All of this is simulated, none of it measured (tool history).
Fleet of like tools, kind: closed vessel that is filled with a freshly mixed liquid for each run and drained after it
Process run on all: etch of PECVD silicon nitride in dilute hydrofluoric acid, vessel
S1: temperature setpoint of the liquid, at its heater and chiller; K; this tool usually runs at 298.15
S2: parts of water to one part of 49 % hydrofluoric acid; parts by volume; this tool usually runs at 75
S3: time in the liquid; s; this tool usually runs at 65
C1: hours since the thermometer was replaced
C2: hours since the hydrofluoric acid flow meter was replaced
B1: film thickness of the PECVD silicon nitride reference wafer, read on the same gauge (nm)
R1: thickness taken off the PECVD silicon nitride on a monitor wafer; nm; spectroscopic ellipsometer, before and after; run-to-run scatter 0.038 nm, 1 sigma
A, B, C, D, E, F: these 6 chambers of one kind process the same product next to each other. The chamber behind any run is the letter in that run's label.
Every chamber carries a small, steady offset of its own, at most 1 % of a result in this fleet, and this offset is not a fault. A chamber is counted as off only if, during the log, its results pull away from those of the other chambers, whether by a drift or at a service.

run 1D day=0.275 | S1=298.15 S2=75 S3=65 | C1=1107.3 C2=408.6 | B1=90.005 | R1=5.2377
run 2C day=0.542 | S1=298.15 S2=75 S3=65 | C1=798.6 C2=69.5 | B1=89.983 | R1=5.3027
run 3E day=0.738 | S1=298.15 S2=75 S3=65 | C1=1933.5 C2=428.9 | B1=90.021 | R1=5.2243
run 4F day=1.092 | S1=298.15 S2=75 S3=65 | C1=189.6 C2=882.9 | B1=90.035 | R1=5.3136
run 5A day=1.262 | S1=298.15 S2=40 S3=65 | C1=186.6 C2=872.7 | B1=89.998 | R1=9.8004
run 6B day=1.617 | S1=298.15 S2=40 S3=65 | C1=2610.5 C2=372.2 | B1=90.010 | R1=9.8419
run 7D day=1.829 | S1=298.15 S2=40 S3=65 | C1=1144.6 C2=445.9 | B1=90.012 | R1=9.6947
run 8B day=2.158 | S1=298.15 S2=40 S3=65 | C1=2623.5 C2=385.2 | B1=90.020 | R1=9.7053
run 9F day=2.458 | S1=298.15 S2=40 S3=65 | C1=222.4 C2=915.7 | B1=89.999 | R1=9.5470
-- day=2.517 chamber B: thermometer replaced
run 10C day=2.683 | S1=298.15 S2=40 S3=65 | C1=850.0 C2=120.9 | B1=89.995 | R1=9.8933
run 11E day=2.888 | S1=298.15 S2=75 S3=65 | C1=1985.1 C2=480.5 | B1=89.988 | R1=5.2914
run 12A day=3.229 | S1=298.15 S2=75 S3=65 | C1=233.8 C2=919.9 | B1=90.039 | R1=5.3453
run 13B day=3.529 | S1=298.15 S2=75 S3=65 | C1=24.4 C2=418.1 | B1=89.997 | R1=5.1975
run 14F day=3.792 | S1=302.65 S2=75 S3=30 | C1=254.4 C2=947.7 | B1=89.997 | R1=3.2554
run 15D day=4.042 | S1=302.65 S2=75 S3=30 | C1=1197.7 C2=499.0 | B1=90.015 | R1=3.2482
run 16C day=4.254 | S1=302.65 S2=75 S3=30 | C1=887.7 C2=158.6 | B1=90.012 | R1=3.2165
run 17E day=4.512 | S1=302.65 S2=75 S3=30 | C1=2024.1 C2=519.5 | B1=89.970 | R1=3.2109
run 18A day=4.738 | S1=302.65 S2=75 S3=30 | C1=270.0 C2=956.1 | B1=90.008 | R1=3.3277
run 19E day=4.962 | S1=302.65 S2=75 S3=30 | C1=2034.9 C2=530.3 | B1=89.996 | R1=3.2793
run 20D day=5.329 | S1=295.15 S2=75 S3=65 | C1=1228.6 C2=529.9 | B1=89.980 | R1=4.2635
run 21F day=5.654 | S1=295.15 S2=75 S3=65 | C1=299.1 C2=992.4 | B1=90.000 | R1=4.3270
run 22C day=5.862 | S1=295.15 S2=75 S3=65 | C1=926.3 C2=197.2 | B1=90.011 | R1=4.3249
run 23B day=6.038 | S1=295.15 S2=75 S3=65 | C1=84.6 C2=478.3 | B1=90.005 | R1=4.3284
run 24A day=6.271 | S1=295.15 S2=75 S3=65 | C1=306.8 C2=992.9 | B1=89.999 | R1=4.5203
run 25B day=6.521 | S1=295.15 S2=75 S3=65 | C1=96.2 C2=489.9 | B1=89.981 | R1=4.2242
run 26E day=6.858 | S1=298.15 S2=75 S3=65 | C1=2080.4 C2=575.8 | B1=90.012 | R1=5.2276
-- day=7.100 chamber C: thermometer replaced
run 27F day=7.233 | S1=298.15 S2=75 S3=65 | C1=337.0 C2=1030.3 | B1=90.021 | R1=5.3273
run 28C day=7.400 | S1=298.15 S2=75 S3=65 | C1=7.2 C2=234.1 | B1=90.007 | R1=5.2395
run 29A day=7.592 | S1=298.15 S2=75 S3=30 | C1=338.5 C2=1024.6 | B1=90.004 | R1=2.5668
run 30D day=7.954 | S1=298.15 S2=75 S3=30 | C1=1291.6 C2=592.9 | B1=89.994 | R1=2.4247
-- day=8.042 chamber E: thermometer replaced
run 31C day=8.200 | S1=298.15 S2=75 S3=30 | C1=26.4 C2=253.3 | B1=89.984 | R1=2.4094
run 32A day=8.567 | S1=298.15 S2=75 S3=30 | C1=361.9 C2=1048.0 | B1=89.988 | R1=2.6031
run 33F day=8.854 | S1=298.15 S2=75 S3=30 | C1=375.9 C2=1069.2 | B1=89.963 | R1=2.4325
run 34D day=9.171 | S1=298.15 S2=75 S3=30 | C1=1320.8 C2=622.1 | B1=90.026 | R1=2.4343
run 35E day=9.404 | S1=298.15 S2=75 S3=65 | C1=32.7 C2=636.9 | B1=90.011 | R1=5.2213
run 36B day=9.746 | S1=298.15 S2=105 S3=90 | C1=173.6 C2=567.3 | B1=89.980 | R1=5.2051
run 37F day=10.004 | S1=298.15 S2=105 S3=90 | C1=403.5 C2=1096.8 | B1=89.985 | R1=5.2499
run 38C day=10.342 | S1=298.15 S2=105 S3=90 | C1=77.8 C2=304.7 | B1=89.989 | R1=5.2023
run 39B day=10.683 | S1=298.15 S2=105 S3=90 | C1=196.1 C2=589.8 | B1=89.995 | R1=5.2440
run 40E day=10.879 | S1=298.15 S2=105 S3=90 | C1=68.1 C2=672.3 | B1=89.994 | R1=5.2978
run 41D day=11.200 | S1=298.15 S2=105 S3=90 | C1=1369.5 C2=670.8 | B1=89.990 | R1=5.1247
run 42A day=11.396 | S1=298.15 S2=75 S3=65 | C1=429.8 C2=1115.9 | B1=90.004 | R1=5.7564

All chambers now run identical settings, listed one chamber a line with results as question marks. What results will each chamber show?
run 43A day=11.662 | S1=298.15 S2=75 S3=65 | R1=?
run 43B day=11.662 | S1=298.15 S2=75 S3=65 | R1=?
run 43C day=11.662 | S1=298.15 S2=75 S3=65 | R1=?
run 43D day=11.662 | S1=298.15 S2=75 S3=65 | R1=?
run 43E day=11.662 | S1=298.15 S2=75 S3=65 | R1=?
run 43F day=11.662 | S1=298.15 S2=75 S3=65 | R1=?

run=43A R1=5.7348
run=43B R1=5.2342
run=43C R1=5.1516
run=43D R1=5.2960
run=43E R1=5.1548
run=43F R1=5.2625

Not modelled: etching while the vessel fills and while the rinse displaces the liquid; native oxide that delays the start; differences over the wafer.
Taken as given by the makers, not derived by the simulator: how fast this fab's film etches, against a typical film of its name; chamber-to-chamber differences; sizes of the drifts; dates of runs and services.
